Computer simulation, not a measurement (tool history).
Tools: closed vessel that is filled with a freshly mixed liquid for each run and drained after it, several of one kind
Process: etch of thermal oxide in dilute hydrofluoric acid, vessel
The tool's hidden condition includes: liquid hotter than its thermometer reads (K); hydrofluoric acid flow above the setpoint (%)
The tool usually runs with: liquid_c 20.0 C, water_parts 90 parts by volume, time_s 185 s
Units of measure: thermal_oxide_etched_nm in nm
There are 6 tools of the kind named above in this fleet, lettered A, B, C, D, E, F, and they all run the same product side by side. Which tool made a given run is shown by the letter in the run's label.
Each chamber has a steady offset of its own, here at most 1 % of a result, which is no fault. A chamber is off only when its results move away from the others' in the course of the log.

run,day,liquid_c,water_parts,time_s,hours since the thermometer was replaced,hours since the hydrofluoric acid flow meter was replaced,"read-back film thickness of the thermal oxide reference wafer, read on the same gauge (nm)",thermal_oxide_etched_nm
1B,0.254,20.0,90,185,752.5,638.2,69.991,8.3933
2A,0.496,20.0,90,185,2794.4,2203.6,70.021,8.5234
3D,0.950,20.0,90,185,789.7,910.7,69.988,8.3303
# day 1.021: chamber A: thermometer replaced
4F,1.333,20.0,90,185,2428.2,678.2,70.021,8.5037
5C,1.758,20.0,90,185,1065.0,965.0,69.997,8.4795
6E,2.071,20.0,65,150,1828.0,1227.4,70.000,9.9702
7E,2.517,20.0,65,150,1838.7,1238.1,70.017,9.9594
8C,2.921,20.0,65,150,1092.9,992.9,69.997,10.0020
9D,3.158,20.0,65,150,842.7,963.7,70.016,9.6327
10A,3.612,20.0,65,150,62.3,2278.4,69.993,9.7954
11B,3.829,20.0,65,150,838.3,724.0,69.988,9.7822
# day 4.058: chamber E: thermometer replaced
12F,4.162,20.0,90,185,2496.1,746.1,70.013,8.4692
13F,4.617,20.0,90,185,2507.0,757.0,69.993,8.3638
14D,4.829,20.0,90,185,882.8,1003.8,69.976,8.4087
15A,5.075,20.0,90,185,97.4,2313.5,70.002,8.3688
16C,5.492,20.0,90,185,1154.6,1054.6,70.002,8.6375
17B,5.954,20.0,90,185,889.3,775.0,69.960,8.5707
18E,6.329,20.0,90,185,54.5,1329.6,70.002,8.5014
19C,6.608,20.0,90,185,1181.4,1081.4,70.006,8.4838
20E,6.975,24.5,90,185,70.0,1345.1,69.989,10.0550
# day 7.196: chamber A: hydrofluoric acid flow meter replaced
21A,7.358,24.5,90,185,152.2,3.9,69.980,10.0280
22F,7.725,24.5,90,185,2581.6,831.6,69.999,10.2100
23D,8.088,24.5,90,185,961.0,1082.0,69.984,9.9035
24B,8.517,24.5,90,185,950.8,836.5,69.986,10.5220
25D,8.754,24.5,90,185,977.0,1098.0,69.997,10.0310
26F,9.004,20.0,90,185,2612.3,862.3,69.985,8.5388
27E,9.388,20.0,90,185,127.9,1403.0,69.984,8.4370
28B,9.604,20.0,90,185,976.9,862.6,69.994,8.7885
29A,9.883,20.0,130,110,212.8,64.5,69.972,3.3433
# day 9.904: chamber F: thermometer replaced
30C,10.262,20.0,130,110,1269.1,1169.1,69.994,3.3697
31B,10.550,20.0,130,110,999.6,885.3,70.009,3.4939
32F,10.862,20.0,130,110,23.1,906.9,69.975,3.3340
33E,11.217,20.0,130,110,171.8,1446.9,70.023,3.3101
34A,11.429,20.0,130,110,249.9,101.6,69.999,3.3371
35C,11.717,20.0,90,285,1304.0,1204.0,70.021,12.9010
36D,12.117,20.0,90,285,1057.7,1178.7,69.983,13.0380
37C,12.492,20.0,90,285,1322.6,1222.6,70.025,13.1450
38E,12.867,20.0,90,285,211.4,1486.5,69.995,13.0970
39B,13.292,20.0,90,285,1065.4,951.1,70.018,13.9770
40D,13.558,20.0,90,285,1092.3,1213.3,70.010,12.9810
41A,13.775,20.0,90,185,306.2,157.9,69.978,8.3879
42F,14.079,20.0,90,185,100.3,984.1,70.021,8.4704
43E,14.529,20.0,90,185,251.3,1526.4,70.023,8.3777

All chambers now run identical settings, listed one chamber a line with results as question marks. What results will each chamber show?
44A,14.867,20.0,90,185,,,,?
44B,14.867,20.0,90,185,,,,?
44C,14.867,20.0,90,185,,,,?
44D,14.867,20.0,90,185,,,,?
44E,14.867,20.0,90,185,,,,?
44F,14.867,20.0,90,185,,,,?

run,thermal_oxide_etched_nm
44A,8.3983
44B,9.2049
44C,8.4184
44D,8.4020
44E,8.3235
44F,8.4621
